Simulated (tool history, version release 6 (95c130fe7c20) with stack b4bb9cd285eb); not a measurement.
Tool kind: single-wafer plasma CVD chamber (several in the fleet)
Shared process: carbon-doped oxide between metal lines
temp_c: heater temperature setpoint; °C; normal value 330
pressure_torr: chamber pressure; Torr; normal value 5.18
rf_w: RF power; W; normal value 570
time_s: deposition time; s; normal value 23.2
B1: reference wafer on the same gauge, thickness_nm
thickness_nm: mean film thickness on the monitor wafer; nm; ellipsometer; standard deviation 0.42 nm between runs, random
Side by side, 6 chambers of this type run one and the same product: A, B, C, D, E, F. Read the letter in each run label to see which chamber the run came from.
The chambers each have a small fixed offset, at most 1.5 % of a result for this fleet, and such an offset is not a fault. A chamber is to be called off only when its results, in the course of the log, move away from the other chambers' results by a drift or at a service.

Run 1E, hour 4.5: usual settings; B1 133.92. Result: thickness_nm 137.98 nm.
Run 2F, hour 10.2: usual settings; B1 134.02. Result: thickness_nm 139.19 nm.
Run 3A, hour 14.4: usual settings; B1 133.97. Result: thickness_nm 137.78 nm.
Run 4B, hour 20.5: usual settings; B1 134.01. Result: thickness_nm 140.14 nm.
Run 5C, hour 25.3: usual settings; B1 133.97. Result: thickness_nm 137.98 nm.
Run 6D, hour 30.7: usual settings; B1 133.95. Result: thickness_nm 137.83 nm.
Run 7D, hour 35.2: usual settings; B1 134.01. Result: thickness_nm 137.63 nm.
Run 8A, hour 40.8: usual settings; B1 133.98. Result: thickness_nm 137.34 nm.
Run 9F, hour 45.3: usual settings but temp_c 340 °C; B1 133.95. Result: thickness_nm 134.27 nm.
Run 10C, hour 48.8: usual settings but temp_c 340 °C; B1 133.96. Result: thickness_nm 134.01 nm.
Run 11B, hour 51.8: usual settings but temp_c 340 °C; B1 133.92. Result: thickness_nm 134.64 nm.
Run 12E, hour 59: usual settings but temp_c 340 °C; B1 134.03. Result: thickness_nm 133.68 nm.
Run 13F, hour 64.7: usual settings but temp_c 340 °C; B1 134.03. Result: thickness_nm 134.51 nm.
Run 14D, hour 71: usual settings but temp_c 340 °C; B1 134.03. Result: thickness_nm 132.87 nm.
Run 15E, hour 75.2: usual settings but pressure_torr 5.81 Torr; B1 134.01. Result: thickness_nm 139.7 nm.
At hour 76: chamber A: capacitance manometer re-zeroed and calibrated.
Run 16C, hour 78.3: usual settings but pressure_torr 5.81 Torr; B1 134.01. Result: thickness_nm 140.15 nm.
Run 17A, hour 82.7: usual settings but pressure_torr 5.81 Torr; B1 134.07. Result: thickness_nm 139.08 nm.
Run 18B, hour 86.4: usual settings but pressure_torr 5.81 Torr; B1 133.96. Result: thickness_nm 142.52 nm.
Run 19F, hour 92: usual settings but pressure_torr 5.81 Torr; B1 134. Result: thickness_nm 141 nm.
Run 20B, hour 96.8: usual settings but pressure_torr 5.81 Torr; B1 133.97. Result: thickness_nm 141.58 nm.
Run 21E, hour 103.3: usual settings; B1 133.93. Result: thickness_nm 137.57 nm.
Run 22A, hour 109.6: usual settings; B1 133.89. Result: thickness_nm 137.75 nm.
Run 23D, hour 113.2: usual settings; B1 133.94. Result: thickness_nm 138.47 nm.
Run 24C, hour 117.9: usual settings; B1 134.14. Result: thickness_nm 137.55 nm.
Run 25D, hour 124.4: usual settings but rf_w 635 W, time_s 19.2 s; B1 134.05. Result: thickness_nm 121.68 nm.
Run 26E, hour 130: usual settings but rf_w 635 W, time_s 19.2 s; B1 134.05. Result: thickness_nm 122.39 nm.
Run 27C, hour 137.1: usual settings but rf_w 635 W, time_s 19.2 s; B1 133.94. Result: thickness_nm 122.84 nm.
Run 28A, hour 143.3: usual settings but rf_w 635 W, time_s 19.2 s; B1 133.99. Result: thickness_nm 121.46 nm.
Run 29B, hour 149.2: usual settings but rf_w 635 W, time_s 19.2 s; B1 134.04. Result: thickness_nm 123.33 nm.
Run 30F, hour 153.7: usual settings but rf_w 635 W, time_s 19.2 s; B1 134.02. Result: thickness_nm 122.7 nm.
Run 31C, hour 157.9: usual settings; B1 134.02. Result: thickness_nm 138.23 nm.
Run 32F, hour 163.3: usual settings; B1 133.94. Result: thickness_nm 138.77 nm.
Run 33A, hour 167.7: usual settings; B1 134.11. Result: thickness_nm 137.82 nm.
At hour 171.1: chamber E: thermocouple changed; heater temperature recalibrated.
Run 34E, hour 172.8: usual settings; B1 133.96. Result: thickness_nm 137.66 nm.
Run 35D, hour 176.1: usual settings; B1 133.93. Result: thickness_nm 137.72 nm.
At hour 177.1: chamber F: RF generator calibrated.
Run 36B, hour 183.2: usual settings; B1 133.98. Result: thickness_nm 139.46 nm.
Run 37F, hour 186.8: usual settings but temp_c 319 °C; B1 134.02. Result: thickness_nm 144.25 nm.
Run 38D, hour 191: usual settings but temp_c 319 °C; B1 133.95. Result: thickness_nm 143.63 nm.
Run 39A, hour 195.6: usual settings but temp_c 319 °C; B1 133.91. Result: thickness_nm 143.77 nm.

All chambers now run identical settings, listed one chamber a line with results as question marks. What results will each chamber show?
Run 40A, hour 200.7: usual settings. Result: thickness_nm ?.
Run 40B, hour 200.7: usual settings. Result: thickness_nm ?.
Run 40C, hour 200.7: usual settings. Result: thickness_nm ?.
Run 40D, hour 200.7: usual settings. Result: thickness_nm ?.
Run 40E, hour 200.7: usual settings. Result: thickness_nm ?.
Run 40F, hour 200.7: usual settings. Result: thickness_nm ?.

run  thickness_nm
40A        137.27
40B        140.16
40C        138.31
40D        137.32
40E        137.82
40F        138.61
